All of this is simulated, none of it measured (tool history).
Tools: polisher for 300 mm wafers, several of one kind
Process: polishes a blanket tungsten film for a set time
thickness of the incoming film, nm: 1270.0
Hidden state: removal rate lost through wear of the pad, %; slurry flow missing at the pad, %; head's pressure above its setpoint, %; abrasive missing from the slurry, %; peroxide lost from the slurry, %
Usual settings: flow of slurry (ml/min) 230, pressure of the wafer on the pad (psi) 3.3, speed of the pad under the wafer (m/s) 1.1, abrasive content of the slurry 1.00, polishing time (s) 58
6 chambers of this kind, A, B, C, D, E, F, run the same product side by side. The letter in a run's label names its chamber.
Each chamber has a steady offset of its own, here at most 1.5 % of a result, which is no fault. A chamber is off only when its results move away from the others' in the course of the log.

run,day,flow of slurry (ml/min),pressure of the wafer on the pad (psi),speed of the pad under the wafer (m/s),abrasive content of the slurry,polishing time (s),wafers polished on this pad,hours since the slurry nozzle was cleaned,hours since the head pressure was calibrated,hours since the slurry blender was calibrated,hours since the slurry got fresh peroxide,film removed (Å)
# day 0.233: chamber D: head pressure recalibrated
1E,0.421,230,3.3,1.1,1.00,58,257,127.9,344.5,85.2,140.3,2790.0
# day 0.704: chamber E: slurry tank refilled with fresh slurry and peroxide
# day 0.754: chamber B: slurry tank refilled with fresh slurry and peroxide
2B,0.888,230,3.3,1.1,1.00,58,611,405.0,411.6,163.8,3.2,2806.1
# day 1.217: chamber F: slurry tank refilled with fresh slurry and peroxide
3F,1.275,230,3.3,1.1,1.00,58,774,433.3,318.2,397.9,1.4,2762.9
# day 1.638: chamber F: slurry blender recalibrated
# day 1.738: chamber E: slurry blender recalibrated
4C,1.746,230,3.3,1.1,1.00,58,937,185.0,92.9,213.7,108.2,2798.3
5A,2.129,230,3.3,1.1,1.00,58,744,151.2,513.9,150.5,129.4,2784.9
6D,2.375,230,3.3,1.1,1.00,58,711,198.9,51.5,139.8,83.1,2802.9
# day 2.425: chamber F: worn pad replaced by a new one
7F,2.821,230,3.3,1.1,1.00,58,68,470.4,355.3,28.4,38.5,2800.7
# day 3.046: chamber E: worn pad replaced by a new one
# day 3.175: chamber A: worn pad replaced by a new one
8E,3.233,230,3.3,1.1,1.00,58,33,195.4,412.0,35.9,60.8,2817.9
9B,3.450,230,3.3,1.1,1.00,58,1054,466.5,473.1,225.3,64.7,2852.8
# day 3.658: chamber D: worn pad replaced by a new one
# day 3.733: chamber B: slurry tank refilled with fresh slurry and peroxide
# day 3.833: chamber A: slurry tank refilled with fresh slurry and peroxide
10D,3.888,270,3.3,1.1,1.25,58,40,235.2,87.8,176.1,119.4,2955.2
# day 3.962: chamber C: worn pad replaced by a new one
11A,4.108,270,3.3,1.1,1.25,58,161,198.7,561.4,198.0,6.7,2974.9
# day 4.283: chamber E: slurry nozzle cleaned
12C,4.388,270,3.3,1.1,1.25,58,74,248.4,156.3,277.1,171.6,2979.1
# day 4.633: chamber A: slurry blender recalibrated
# day 4.767: chamber F: head pressure recalibrated
13F,4.850,270,3.3,1.1,1.25,58,419,519.1,2.0,77.1,87.2,3223.4
# day 5.183: chamber C: slurry tank refilled with fresh slurry and peroxide
# day 5.233: chamber B: worn pad replaced by a new one
14D,5.246,270,3.3,1.1,1.25,58,275,267.8,120.4,208.7,152.0,2888.7
# day 5.479: chamber E: slurry blender recalibrated
15B,5.500,270,3.3,1.1,1.25,58,46,515.7,522.3,274.5,42.5,3048.5
# day 5.696: chamber F: slurry nozzle cleaned
16A,5.892,230,3.3,1.1,1.00,58,469,241.5,604.2,30.2,49.5,2791.1
# day 6.258: chamber B: slurry tank refilled with fresh slurry and peroxide
17E,6.262,230,3.3,1.1,1.00,58,557,47.6,484.7,18.9,133.5,2791.3
18C,6.596,230,3.3,1.1,1.00,58,456,301.4,209.3,330.1,33.9,2816.6
# day 6.838: chamber D: slurry tank refilled with fresh slurry and peroxide
# day 6.854: chamber E: slurry tank refilled with fresh slurry and peroxide
# day 6.879: chamber C: slurry blender recalibrated
19B,6.912,230,3.3,1.1,1.00,58,291,549.6,556.2,308.4,15.8,2797.6
# day 7.183: chamber E: worn pad replaced by a new one
20C,7.362,230,3.3,1.1,1.00,58,588,319.8,227.7,11.6,52.3,2798.8
# day 7.446: chamber F: worn pad replaced by a new one
21A,7.688,270,3.3,1.1,1.00,58,780,284.6,647.3,73.3,92.6,2809.5
# day 7.733: chamber C: slurry nozzle cleaned
# day 7.883: chamber F: slurry tank refilled with fresh slurry and peroxide
22E,7.992,270,3.3,1.1,1.00,58,140,89.1,526.2,60.4,27.3,2849.1
23F,8.450,270,3.3,1.1,1.00,58,173,66.1,88.4,163.5,13.7,3064.9
# day 8.625: chamber B: slurry nozzle cleaned
24D,8.862,270,3.3,1.1,1.00,58,900,354.6,207.2,295.5,48.6,2772.7
# day 9.179: chamber A: worn pad replaced by a new one
25D,9.262,270,3.3,1.1,1.00,58,970,364.2,216.8,305.1,58.2,2832.2
# day 9.296: chamber B: slurry tank refilled with fresh slurry and peroxide
# day 9.354: chamber D: worn pad replaced by a new one
# day 9.375: chamber E: slurry blender recalibrated
26C,9.517,270,3.3,1.1,1.00,58,961,42.8,279.4,63.3,104.0,2804.3
27A,9.875,230,3.3,1.1,1.00,58,120,337.1,699.8,125.8,145.1,2789.4
28E,10.204,230,3.3,1.1,1.00,58,523,142.2,579.3,20.0,80.4,2845.7
# day 10.642: chamber A: head pressure recalibrated
29B,10.671,230,3.3,1.1,1.00,58,941,49.1,646.4,398.6,33.0,2853.8
# day 10.838: chamber E: worn pad replaced by a new one
30F,10.958,230,3.3,1.1,1.00,58,607,126.3,148.6,223.7,73.9,3019.6
# day 11.296: chamber A: slurry tank refilled with fresh slurry and peroxide
31F,11.350,230,3.3,1.1,1.00,58,675,135.7,158.0,233.1,83.3,3007.4
32E,11.583,230,3.3,1.1,1.00,58,129,175.3,612.4,53.1,113.5,2745.5
# day 11.600: chamber B: head pressure recalibrated
# day 11.629: chamber C: worn pad replaced by a new one
# day 11.942: chamber B: slurry blender recalibrated
33A,11.971,230,3.3,1.1,1.00,58,482,387.4,32.0,176.1,16.3,2809.0
# day 11.979: chamber B: slurry tank refilled with fresh slurry and peroxide
34B,12.292,230,3.3,1.1,1.00,58,1221,88.0,16.6,8.5,7.6,2854.3
35C,12.583,165,3.3,1.1,1.00,58,165,116.4,353.0,136.9,177.6,2600.9
# day 12.600: chamber E: slurry tank refilled with fresh slurry and peroxide
# day 12.771: chamber B: worn pad replaced by a new one
# day 12.954: chamber D: slurry blender recalibrated
36D,13.050,165,3.3,1.1,1.00,58,639,455.1,307.7,2.4,149.1,2597.7
37E,13.283,165,3.3,1.1,1.00,58,423,216.1,653.2,93.9,16.5,2650.8
38C,13.575,165,3.3,1.1,1.00,58,336,140.2,376.8,160.7,201.4,2662.1
39B,13.904,165,3.3,1.1,1.00,58,196,126.7,55.3,47.2,46.3,2715.6

Is one chamber off against the others, does the gauge drift, or is nothing wrong? If a chamber is off, say which, and what the likeliest cause is.

A service left chamber F off against the others.
Cause: head's pressure above its setpoint, % = 9.

Here are 4 candidates for chamber F's next run, each the usual settings with a change, their results left as question marks. Which one brings its results back in line with what the others give on the usual settings?
In line means no further than this from the other chambers' mean on the usual settings: film removed (Å) 140.0
40F-1,14.238,230,3.2,1.08,1.00,56,,,,,,?
40F-2,14.238,230,3.6,1.10,1.00,63,,,,,,?
40F-3,14.238,230,3.1,1.04,1.00,55,,,,,,?
40F-4,14.238,230,3.4,1.12,1.00,60,,,,,,?

The other chambers' mean on the usual settings: film removed (Å) 2778.9
run,film removed (Å)
40F-1,2774.5
40F-2,3580.8
40F-3,2540.7
40F-4,3278.0
40F-1 brings the chamber back in line.
